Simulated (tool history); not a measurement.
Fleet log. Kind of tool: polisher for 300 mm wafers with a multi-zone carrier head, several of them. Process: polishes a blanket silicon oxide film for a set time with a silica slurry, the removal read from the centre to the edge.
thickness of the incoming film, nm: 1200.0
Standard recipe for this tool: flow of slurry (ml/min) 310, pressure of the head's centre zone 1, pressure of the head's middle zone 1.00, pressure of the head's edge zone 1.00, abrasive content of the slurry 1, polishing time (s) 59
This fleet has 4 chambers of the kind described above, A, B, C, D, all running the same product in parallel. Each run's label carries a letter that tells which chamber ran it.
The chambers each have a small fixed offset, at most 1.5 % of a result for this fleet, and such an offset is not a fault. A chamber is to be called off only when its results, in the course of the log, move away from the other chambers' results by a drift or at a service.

run,hour,flow of slurry (ml/min),pressure of the head's centre zone,pressure of the head's middle zone,pressure of the head's edge zone,abrasive content of the slurry,polishing time (s),wafers polished on this pad,hours since the slurry nozzle was cleaned,hours since the centre zone pressure was calibrated,hours since the edge zone pressure was calibrated,film removed at the wafer's centre (nm),film removed at mid-radius (nm),film removed at the wafer's edge (nm)
1B,4.3,310,1,1.00,1.00,1,59,335,574.6,815.9,107.1,277.37,281.11,273.83
2D,7.1,310,1,1.00,1.00,1,59,556,156.8,840.0,358.4,275.65,276.02,268.56
# hour 8.3: chamber D: worn pad replaced by a new one
3A,12.0,310,1,1.00,1.00,1,59,441,20.5,258.1,280.3,278.81,273.21,275.54
4C,17.2,310,1,1.00,1.00,1,59,319,297.4,181.5,448.1,267.30,275.09,267.90
5A,23.0,310,1,1.00,1.00,1,59,564,31.5,269.1,291.3,273.49,273.18,277.62
6B,26.4,265,1,1.00,1.08,1,59,583,596.7,838.0,129.2,270.66,266.94,278.44
7C,32.3,265,1,1.00,1.08,1,59,489,312.5,196.6,463.2,257.43,269.33,274.20
8D,37.3,265,1,1.00,1.08,1,59,325,187.0,870.2,388.6,270.90,264.00,278.53
9C,41.1,265,1,1.00,1.08,1,59,587,321.3,205.4,472.0,266.44,279.24,276.28
# hour 46.6: chamber C: worn pad replaced by a new one
10B,46.9,310,1,1.00,1.00,1,40,813,617.2,858.5,149.7,187.56,182.09,183.04
11A,51.8,310,1,1.00,1.00,1,40,888,60.3,297.9,320.1,188.55,185.93,186.56
12D,55.3,310,1,1.00,1.00,1,40,527,205.0,888.2,406.6,184.88,188.20,183.90
13D,58.6,310,1,1.00,1.00,1,40,564,208.3,891.5,409.9,186.54,186.67,183.92
# hour 58.7: chamber D: worn pad replaced by a new one
14B,64.1,310,1,1.00,1.00,1,59,1006,634.4,875.7,166.9,266.95,271.64,272.87
# hour 66.5: chamber B: worn pad replaced by a new one
# hour 67.2: chamber D: edge zone pressure recalibrated
# hour 68.3: chamber D: centre zone pressure recalibrated
15A,68.4,310,1,1.00,1.00,1,59,1074,76.9,314.5,336.7,274.50,274.44,277.08
16C,74.4,310,1,1.00,1.00,1,59,312,354.6,238.7,505.3,267.87,275.92,269.85
17C,78.3,310,1,1.00,1.00,1,59,355,358.5,242.6,509.2,270.08,273.42,264.72
18B,84.1,310,1,1.00,1.00,1,59,198,654.4,895.7,186.9,268.71,274.86,272.46
19D,89.0,310,1,1.00,1.00,1,59,340,238.7,20.8,21.8,273.74,268.81,270.28
20A,92.7,310,1,1.00,1.00,1,59,1347,101.2,338.8,361.0,267.65,276.18,275.76
# hour 93.4: chamber B: slurry nozzle cleaned
21A,97.4,310,1,0.94,1.00,1,59,1400,105.9,343.5,365.7,268.75,257.22,276.11
# hour 100.9: chamber C: worn pad replaced by a new one
22B,101.2,310,1,0.94,1.00,1,59,390,7.8,912.8,204.0,279.21,254.53,272.50
23D,104.8,310,1,0.94,1.00,1,59,518,254.5,36.6,37.6,271.33,260.51,270.73
24C,109.3,310,1,0.94,1.00,1,59,94,389.5,273.6,540.2,272.53,255.52,268.95
# hour 110.6: chamber A: worn pad replaced by a new one
# hour 113.6: chamber D: worn pad replaced by a new one
25A,114.7,310,1,1.00,1.00,1,59,46,123.2,360.8,383.0,268.99,277.67,275.65
# hour 115.2: chamber C: slurry nozzle cleaned
26C,120.6,405,1,1.07,1.00,1,59,221,5.5,284.9,551.5,278.41,302.67,273.18
27D,124.5,405,1,1.07,1.00,1,59,123,274.2,56.3,57.3,280.71,295.78,272.62
28B,128.1,405,1,1.07,1.00,1,59,691,34.7,939.7,230.9,280.26,294.36,275.96
29B,133.5,405,1,1.07,1.00,1,59,752,40.1,945.1,236.3,279.58,294.95,273.85
30C,139.0,310,1,1.00,1.00,1,59,428,23.9,303.3,569.9,271.60,277.35,271.05
31D,142.3,310,1,1.00,1.00,1,59,322,292.0,74.1,75.1,279.46,268.88,269.99
32A,145.4,310,1,1.00,1.00,1,59,391,153.9,391.5,413.7,261.10,275.21,275.43
# hour 149.2: chamber C: worn pad replaced by a new one
33D,150.2,310,1,1.00,1.00,1,59,411,299.9,82.0,83.0,277.01,271.29,272.83
34C,153.2,310,1,1.00,1.00,1,59,45,38.1,317.5,584.1,272.81,277.33,270.13
# hour 154.8: chamber B: worn pad replaced by a new one
# hour 157.5: chamber D: worn pad replaced by a new one
35A,158.5,310,1,1.00,1.00,1,59,538,167.0,404.6,426.8,251.43,276.36,274.83
36B,161.3,310,1,1.00,1.00,1,59,74,67.9,972.9,264.1,267.96,272.85,270.56
37D,167.4,310,1,1.00,1.00,1,59,111,317.1,99.2,100.2,274.90,267.85,271.82
38A,173.1,310,1,1.00,1.00,1,59,702,181.6,419.2,441.4,250.16,274.23,273.61

Each of the 4 chambers runs these same settings next. Fill in every chamber's results:
39A,177.5,270,1,1.00,1.00,1,59,,,,,?,?,?
39B,177.5,270,1,1.00,1.00,1,59,,,,,?,?,?
39C,177.5,270,1,1.00,1.00,1,59,,,,,?,?,?
39D,177.5,270,1,1.00,1.00,1,59,,,,,?,?,?

run,film removed at the wafer's centre (nm),film removed at mid-radius (nm),film removed at the wafer's edge (nm)
39A,245.49,269.44,269.25
39B,265.99,270.20,268.94
39C,264.23,267.53,270.03
39D,272.38,268.97,268.43

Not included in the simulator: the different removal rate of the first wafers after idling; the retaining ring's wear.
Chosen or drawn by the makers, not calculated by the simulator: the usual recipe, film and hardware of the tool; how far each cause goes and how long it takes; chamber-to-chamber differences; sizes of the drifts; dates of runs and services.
